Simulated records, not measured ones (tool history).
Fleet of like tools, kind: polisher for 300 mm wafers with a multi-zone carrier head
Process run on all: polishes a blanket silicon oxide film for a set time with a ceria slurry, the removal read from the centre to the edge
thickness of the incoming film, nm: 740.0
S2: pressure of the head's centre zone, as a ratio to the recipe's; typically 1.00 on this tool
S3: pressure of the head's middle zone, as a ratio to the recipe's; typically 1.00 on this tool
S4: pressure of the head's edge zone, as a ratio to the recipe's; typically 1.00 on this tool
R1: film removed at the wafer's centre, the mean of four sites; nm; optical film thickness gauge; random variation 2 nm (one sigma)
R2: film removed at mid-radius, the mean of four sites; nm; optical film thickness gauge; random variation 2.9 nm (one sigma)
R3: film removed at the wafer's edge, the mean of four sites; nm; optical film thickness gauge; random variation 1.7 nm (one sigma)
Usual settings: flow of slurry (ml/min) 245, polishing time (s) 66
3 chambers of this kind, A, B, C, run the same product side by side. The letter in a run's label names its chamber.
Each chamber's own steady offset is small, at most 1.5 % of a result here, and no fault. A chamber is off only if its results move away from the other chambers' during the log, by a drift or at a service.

{"run": "1A", "hour": 8.2, "flow of slurry (ml/min)": 245, "S2": 1.0, "S3": 1.0, "S4": 1.0, "polishing time (s)": 66, "R1": 248.14, "R2": 250.3, "R3": 244.35}
{"hour": 10.3, "done": "chamber A: slurry nozzle cleaned"}
{"run": "2C", "hour": 19.9, "flow of slurry (ml/min)": 245, "S2": 1.0, "S3": 1.0, "S4": 1.0, "polishing time (s)": 66, "R1": 246.44, "R2": 245.85, "R3": 245.2}
{"run": "3B", "hour": 28.2, "flow of slurry (ml/min)": 245, "S2": 1.0, "S3": 1.0, "S4": 1.0, "polishing time (s)": 66, "R1": 248.35, "R2": 239.54, "R3": 245.33}
{"hour": 29.4, "done": "chamber B: worn pad replaced by a new one"}
{"hour": 30.7, "done": "chamber C: worn pad replaced by a new one"}
{"hour": 38.7, "done": "chamber A: worn pad replaced by a new one"}
{"run": "4A", "hour": 39.3, "flow of slurry (ml/min)": 245, "S2": 1.0, "S3": 1.0, "S4": 1.0, "polishing time (s)": 66, "R1": 245.73, "R2": 246.93, "R3": 248.29}
{"run": "5C", "hour": 46.2, "flow of slurry (ml/min)": 305, "S2": 1.0, "S3": 0.94, "S4": 1.0, "polishing time (s)": 66, "R1": 250.18, "R2": 237.56, "R3": 246.92}
{"run": "6B", "hour": 52.0, "flow of slurry (ml/min)": 305, "S2": 1.0, "S3": 0.94, "S4": 1.0, "polishing time (s)": 66, "R1": 252.58, "R2": 237.62, "R3": 248.34}
{"run": "7C", "hour": 58.8, "flow of slurry (ml/min)": 305, "S2": 1.0, "S3": 0.94, "S4": 1.0, "polishing time (s)": 66, "R1": 249.28, "R2": 239.7, "R3": 246.39}
{"run": "8B", "hour": 64.4, "flow of slurry (ml/min)": 245, "S2": 1.0, "S3": 1.0, "S4": 1.0, "polishing time (s)": 66, "R1": 245.76, "R2": 244.48, "R3": 248.31}
{"hour": 66.2, "done": "chamber A: edge zone pressure recalibrated"}
{"run": "9A", "hour": 71.7, "flow of slurry (ml/min)": 325, "S2": 1.0, "S3": 1.0, "S4": 1.0, "polishing time (s)": 45, "R1": 175.03, "R2": 173.64, "R3": 173.16}
{"hour": 76.7, "done": "chamber C: slurry nozzle cleaned"}
{"run": "10B", "hour": 81.0, "flow of slurry (ml/min)": 325, "S2": 1.0, "S3": 1.0, "S4": 1.0, "polishing time (s)": 45, "R1": 171.63, "R2": 173.81, "R3": 169.9}
{"run": "11A", "hour": 91.8, "flow of slurry (ml/min)": 325, "S2": 1.0, "S3": 1.0, "S4": 1.0, "polishing time (s)": 45, "R1": 173.97, "R2": 170.82, "R3": 172.11}
{"hour": 98.7, "done": "chamber C: worn pad replaced by a new one"}
{"run": "12C", "hour": 103.5, "flow of slurry (ml/min)": 245, "S2": 1.0, "S3": 1.0, "S4": 1.0, "polishing time (s)": 66, "R1": 244.21, "R2": 250.67, "R3": 246.43}
{"hour": 108.0, "done": "chamber A: worn pad replaced by a new one"}
{"run": "13B", "hour": 113.6, "flow of slurry (ml/min)": 245, "S2": 1.0, "S3": 1.0, "S4": 1.0, "polishing time (s)": 66, "R1": 249.29, "R2": 241.29, "R3": 248.37}
{"run": "14A", "hour": 125.2, "flow of slurry (ml/min)": 245, "S2": 1.0, "S3": 1.0, "S4": 1.0, "polishing time (s)": 66, "R1": 246.76, "R2": 244.25, "R3": 247.02}
{"hour": 130.0, "done": "chamber B: worn pad replaced by a new one"}
{"run": "15C", "hour": 135.4, "flow of slurry (ml/min)": 245, "S2": 1.0, "S3": 1.0, "S4": 1.06, "polishing time (s)": 66, "R1": 246.41, "R2": 248.74, "R3": 252.73}
{"run": "16B", "hour": 140.5, "flow of slurry (ml/min)": 245, "S2": 1.0, "S3": 1.0, "S4": 1.06, "polishing time (s)": 66, "R1": 247.11, "R2": 248.39, "R3": 251.85}
{"run": "17C", "hour": 149.3, "flow of slurry (ml/min)": 245, "S2": 1.0, "S3": 1.0, "S4": 1.06, "polishing time (s)": 66, "R1": 242.74, "R2": 247.12, "R3": 253.14}
{"run": "18A", "hour": 159.7, "flow of slurry (ml/min)": 245, "S2": 1.0, "S3": 1.0, "S4": 1.0, "polishing time (s)": 66, "R1": 246.86, "R2": 240.9, "R3": 243.8}
{"run": "19A", "hour": 164.8, "flow of slurry (ml/min)": 245, "S2": 1.0, "S3": 1.0, "S4": 1.0, "polishing time (s)": 66, "R1": 247.32, "R2": 245.75, "R3": 246.5}
{"hour": 167.4, "done": "chamber C: edge zone pressure recalibrated"}
{"hour": 171.1, "done": "chamber A: worn pad replaced by a new one"}
{"run": "20B", "hour": 175.6, "flow of slurry (ml/min)": 245, "S2": 1.0, "S3": 1.0, "S4": 1.0, "polishing time (s)": 66, "R1": 243.93, "R2": 242.41, "R3": 245.78}
{"hour": 175.9, "done": "chamber C: worn pad replaced by a new one"}
{"run": "21C", "hour": 182.2, "flow of slurry (ml/min)": 245, "S2": 1.0, "S3": 1.0, "S4": 1.0, "polishing time (s)": 66, "R1": 249.81, "R2": 249.85, "R3": 246.01}
{"run": "22A", "hour": 193.5, "flow of slurry (ml/min)": 245, "S2": 1.0, "S3": 1.0, "S4": 1.0, "polishing time (s)": 66, "R1": 249.13, "R2": 247.24, "R3": 245.6}
{"run": "23B", "hour": 203.2, "flow of slurry (ml/min)": 245, "S2": 1.0, "S3": 1.0, "S4": 1.0, "polishing time (s)": 66, "R1": 243.04, "R2": 251.23, "R3": 244.63}
{"run": "24C", "hour": 209.2, "flow of slurry (ml/min)": 245, "S2": 1.0, "S3": 1.0, "S4": 1.09, "polishing time (s)": 66, "R1": 254.1, "R2": 245.75, "R3": 259.49}
{"run": "25B", "hour": 217.9, "flow of slurry (ml/min)": 245, "S2": 1.0, "S3": 1.0, "S4": 1.09, "polishing time (s)": 66, "R1": 248.29, "R2": 244.04, "R3": 258.6}
{"hour": 224.1, "done": "chamber B: worn pad replaced by a new one"}
{"run": "26C", "hour": 226.4, "flow of slurry (ml/min)": 245, "S2": 1.0, "S3": 1.0, "S4": 1.09, "polishing time (s)": 66, "R1": 251.67, "R2": 245.78, "R3": 253.95}
{"run": "27A", "hour": 231.5, "flow of slurry (ml/min)": 245, "S2": 1.0, "S3": 1.0, "S4": 1.0, "polishing time (s)": 66, "R1": 247.06, "R2": 244.66, "R3": 246.02}
{"run": "28B", "hour": 239.1, "flow of slurry (ml/min)": 245, "S2": 1.0, "S3": 1.0, "S4": 1.0, "polishing time (s)": 66, "R1": 249.28, "R2": 246.16, "R3": 248.6}
{"run": "29C", "hour": 244.8, "flow of slurry (ml/min)": 245, "S2": 1.0, "S3": 1.0, "S4": 1.0, "polishing time (s)": 66, "R1": 259.91, "R2": 244.9, "R3": 242.98}
{"hour": 245.4, "done": "chamber A: worn pad replaced by a new one"}
{"hour": 250.0, "done": "chamber C: slurry nozzle cleaned"}
{"hour": 252.5, "done": "chamber C: worn pad replaced by a new one"}
{"run": "30A", "hour": 254.0, "flow of slurry (ml/min)": 245, "S2": 1.0, "S3": 1.0, "S4": 1.0, "polishing time (s)": 66, "R1": 245.28, "R2": 242.29, "R3": 247.28}
{"hour": 262.4, "done": "chamber B: centre zone pressure recalibrated"}
{"run": "31A", "hour": 263.8, "flow of slurry (ml/min)": 245, "S2": 1.0, "S3": 1.0, "S4": 1.0, "polishing time (s)": 66, "R1": 248.72, "R2": 248.49, "R3": 245.61}
{"run": "32B", "hour": 272.1, "flow of slurry (ml/min)": 245, "S2": 1.04, "S3": 1.0, "S4": 1.08, "polishing time (s)": 66, "R1": 256.73, "R2": 251.6, "R3": 258.69}
{"run": "33C", "hour": 280.3, "flow of slurry (ml/min)": 245, "S2": 1.04, "S3": 1.0, "S4": 1.08, "polishing time (s)": 66, "R1": 274.13, "R2": 246.37, "R3": 254.33}
{"run": "34C", "hour": 289.1, "flow of slurry (ml/min)": 245, "S2": 1.04, "S3": 1.0, "S4": 1.08, "polishing time (s)": 66, "R1": 275.79, "R2": 250.66, "R3": 253.32}
{"run": "35B", "hour": 294.7, "flow of slurry (ml/min)": 245, "S2": 1.0, "S3": 1.0, "S4": 1.0, "polishing time (s)": 66, "R1": 249.2, "R2": 244.42, "R3": 244.71}
{"run": "36A", "hour": 303.0, "flow of slurry (ml/min)": 245, "S2": 1.0, "S3": 1.0, "S4": 1.0, "polishing time (s)": 66, "R1": 248.99, "R2": 249.84, "R3": 246.88}

Each of the 3 chambers runs these same settings next. Fill in every chamber's results:
{"run": "37A", "hour": 311.4, "flow of slurry (ml/min)": 245, "S2": 1.0, "S3": 1.0, "S4": 1.0, "polishing time (s)": 66, "R1": "?", "R2": "?", "R3": "?"}
{"run": "37B", "hour": 311.4, "flow of slurry (ml/min)": 245, "S2": 1.0, "S3": 1.0, "S4": 1.0, "polishing time (s)": 66, "R1": "?", "R2": "?", "R3": "?"}
{"run": "37C", "hour": 311.4, "flow of slurry (ml/min)": 245, "S2": 1.0, "S3": 1.0, "S4": 1.0, "polishing time (s)": 66, "R1": "?", "R2": "?", "R3": "?"}

run=37A R1=248.36 R2=248.69 R3=242.97
run=37B R1=247.44 R2=246.95 R3=244.46
run=37C R1=261.46 R2=244.41 R3=246.92
